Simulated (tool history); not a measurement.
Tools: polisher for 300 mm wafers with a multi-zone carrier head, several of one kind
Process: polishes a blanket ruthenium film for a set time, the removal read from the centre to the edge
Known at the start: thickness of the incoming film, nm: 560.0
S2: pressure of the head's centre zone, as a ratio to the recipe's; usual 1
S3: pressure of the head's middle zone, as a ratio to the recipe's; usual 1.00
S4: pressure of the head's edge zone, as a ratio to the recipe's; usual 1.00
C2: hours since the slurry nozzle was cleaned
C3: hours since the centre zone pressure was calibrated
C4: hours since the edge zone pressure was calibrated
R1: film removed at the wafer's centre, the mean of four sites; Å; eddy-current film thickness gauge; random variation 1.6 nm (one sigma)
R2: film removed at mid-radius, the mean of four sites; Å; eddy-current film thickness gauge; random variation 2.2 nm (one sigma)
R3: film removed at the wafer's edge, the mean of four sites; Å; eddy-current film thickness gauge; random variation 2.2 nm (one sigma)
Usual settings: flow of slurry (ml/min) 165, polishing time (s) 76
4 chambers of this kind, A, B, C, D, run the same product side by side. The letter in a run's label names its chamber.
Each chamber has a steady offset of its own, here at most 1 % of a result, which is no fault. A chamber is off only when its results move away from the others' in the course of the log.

Run 1B, day 0.392: usual settings; wafers polished on this pad 776; C2 229.6; C3 192.9; C4 696.9. Result: R1 1552.1 Å, R2 1536.1 Å, R3 1566.4 Å.
Run 2D, day 0.821: usual settings; wafers polished on this pad 350; C2 73.8; C3 164.4; C4 148.7. Result: R1 1535.0 Å, R2 1577.8 Å, R3 1519.4 Å.
Run 3C, day 1.279: usual settings; wafers polished on this pad 828; C2 99.1; C3 281.0; C4 1030.1. Result: R1 1578.7 Å, R2 1603.1 Å, R3 1572.6 Å.
At day 1.508: chamber B: worn pad replaced by a new one.
Run 4A, day 1.525: usual settings; wafers polished on this pad 968; C2 110.3; C3 412.0; C4 646.7. Result: R1 1566.8 Å, R2 1527.8 Å, R3 1569.9 Å.
At day 1.654: chamber C: worn pad replaced by a new one.
At day 1.825: chamber A: worn pad replaced by a new one.
Run 5A, day 1.862: usual settings; wafers polished on this pad 13; C2 118.4; C3 420.1; C4 654.8. Result: R1 1581.3 Å, R2 1581.2 Å, R3 1587.5 Å.
Run 6D, day 2.142: usual settings; wafers polished on this pad 772; C2 105.5; C3 196.1; C4 180.4. Result: R1 1515.6 Å, R2 1557.4 Å, R3 1547.4 Å.
At day 2.167: chamber D: worn pad replaced by a new one.
Run 7B, day 2.583: usual settings; wafers polished on this pad 343; C2 282.2; C3 245.5; C4 749.5. Result: R1 1571.1 Å, R2 1572.0 Å, R3 1600.8 Å.
Run 8C, day 2.908: usual settings; wafers polished on this pad 401; C2 138.2; C3 320.1; C4 1069.2. Result: R1 1592.7 Å, R2 1584.6 Å, R3 1577.5 Å.
Run 9C, day 3.196: usual settings but flow of slurry (ml/min) 190, polishing time (s) 53; wafers polished on this pad 493; C2 145.1; C3 327.0; C4 1076.1. Result: R1 1117.0 Å, R2 1090.6 Å, R3 1123.8 Å.
Run 10A, day 3.579: usual settings but flow of slurry (ml/min) 190, polishing time (s) 53; wafers polished on this pad 562; C2 159.6; C3 461.3; C4 696.0. Result: R1 1126.2 Å, R2 1098.8 Å, R3 1111.9 Å.
Run 11D, day 3.958: usual settings but flow of slurry (ml/min) 190, polishing time (s) 53; wafers polished on this pad 573; C2 149.1; C3 239.7; C4 224.0. Result: R1 1124.4 Å, R2 1101.3 Å, R3 1135.2 Å.
Run 12B, day 4.329: usual settings but flow of slurry (ml/min) 190, polishing time (s) 53; wafers polished on this pad 902; C2 324.1; C3 287.4; C4 791.4. Result: R1 1110.6 Å, R2 1118.4 Å, R3 1134.0 Å.
Run 13C, day 4.608: usual settings; wafers polished on this pad 945; C2 179.0; C3 360.9; C4 1110.0. Result: R1 1566.2 Å, R2 1593.3 Å, R3 1552.5 Å.
At day 4.788: chamber D: worn pad replaced by a new one.
At day 5.004: chamber B: worn pad replaced by a new one.
At day 5.075: chamber C: worn pad replaced by a new one.
Run 14A, day 5.104: usual settings; wafers polished on this pad 1050; C2 196.2; C3 497.9; C4 732.6. Result: R1 1571.2 Å, R2 1565.6 Å, R3 1597.9 Å.
Run 15D, day 5.538: usual settings; wafers polished on this pad 240; C2 187.0; C3 277.6; C4 261.9. Result: R1 1543.6 Å, R2 1592.2 Å, R3 1536.4 Å.
At day 5.650: chamber A: worn pad replaced by a new one.
Run 16B, day 5.854: usual settings but flow of slurry (ml/min) 185, polishing time (s) 58; wafers polished on this pad 273; C2 360.7; C3 324.0; C4 828.0. Result: R1 1207.8 Å, R2 1215.3 Å, R3 1226.9 Å.
Run 17D, day 6.242: usual settings but flow of slurry (ml/min) 185, polishing time (s) 58; wafers polished on this pad 465; C2 203.9; C3 294.5; C4 278.8. Result: R1 1203.7 Å, R2 1248.9 Å, R3 1226.4 Å.
Run 18C, day 6.521: usual settings but flow of slurry (ml/min) 185, polishing time (s) 58; wafers polished on this pad 463; C2 224.9; C3 406.8; C4 1155.9. Result: R1 1224.1 Å, R2 1224.4 Å, R3 1213.3 Å.
Run 19A, day 7.004: usual settings but flow of slurry (ml/min) 185, polishing time (s) 58; wafers polished on this pad 433; C2 241.8; C3 543.5; C4 778.2. Result: R1 1214.2 Å, R2 1192.5 Å, R3 1227.8 Å.
At day 7.058: chamber D: worn pad replaced by a new one.
Run 20B, day 7.512: usual settings; wafers polished on this pad 803; C2 400.5; C3 363.8; C4 867.8. Result: R1 1586.2 Å, R2 1534.7 Å, R3 1560.3 Å.
At day 7.929: chamber B: worn pad replaced by a new one.
Run 21B, day 8.004: usual settings but S4 0.92; wafers polished on this pad 24; C2 412.3; C3 375.6; C4 879.6. Result: R1 1575.9 Å, R2 1584.8 Å, R3 1490.0 Å.
Run 22A, day 8.233: usual settings but S4 0.92; wafers polished on this pad 826; C2 271.3; C3 573.0; C4 807.7. Result: R1 1561.2 Å, R2 1525.8 Å, R3 1502.7 Å.
At day 8.292: chamber C: worn pad replaced by a new one.
Run 23D, day 8.642: usual settings but S4 0.92; wafers polished on this pad 507; C2 261.5; C3 352.1; C4 336.4. Result: R1 1564.2 Å, R2 1586.3 Å, R3 1501.6 Å.
Run 24C, day 8.971: usual settings but S4 0.92; wafers polished on this pad 217; C2 283.7; C3 465.6; C4 1214.7. Result: R1 1595.1 Å, R2 1560.7 Å, R3 1511.0 Å.
At day 9.058: chamber A: worn pad replaced by a new one.
At day 9.329: chamber D: worn pad replaced by a new one.
Run 25D, day 9.379: usual settings but S3 1.05, S4 0.90; wafers polished on this pad 16; C2 279.2; C3 369.8; C4 354.1. Result: R1 1560.3 Å, R2 1653.8 Å, R3 1510.6 Å.
Run 26A, day 9.792: usual settings but S3 1.05, S4 0.90; wafers polished on this pad 234; C2 308.7; C3 610.4; C4 845.1. Result: R1 1588.7 Å, R2 1614.9 Å, R3 1457.0 Å.
At day 9.908: chamber B: centre zone pressure recalibrated.
Run 27C, day 10.192: usual settings but S3 1.05, S4 0.90; wafers polished on this pad 608; C2 313.0; C3 494.9; C4 1244.0. Result: R1 1573.6 Å, R2 1619.4 Å, R3 1470.8 Å.
At day 10.342: chamber B: slurry nozzle cleaned.
Run 28B, day 10.621: usual settings but S3 1.05, S4 0.90; wafers polished on this pad 862; C2 6.7; C3 17.1; C4 942.4. Result: R1 1581.6 Å, R2 1665.9 Å, R3 1456.8 Å.

What goes on in this fleet: one chamber off, a drifting gauge, or nothing beyond the chambers' own small offsets? Name the chamber and the cause, if any.

No chamber stands off beyond its own small offset, and the gauge holds steady.

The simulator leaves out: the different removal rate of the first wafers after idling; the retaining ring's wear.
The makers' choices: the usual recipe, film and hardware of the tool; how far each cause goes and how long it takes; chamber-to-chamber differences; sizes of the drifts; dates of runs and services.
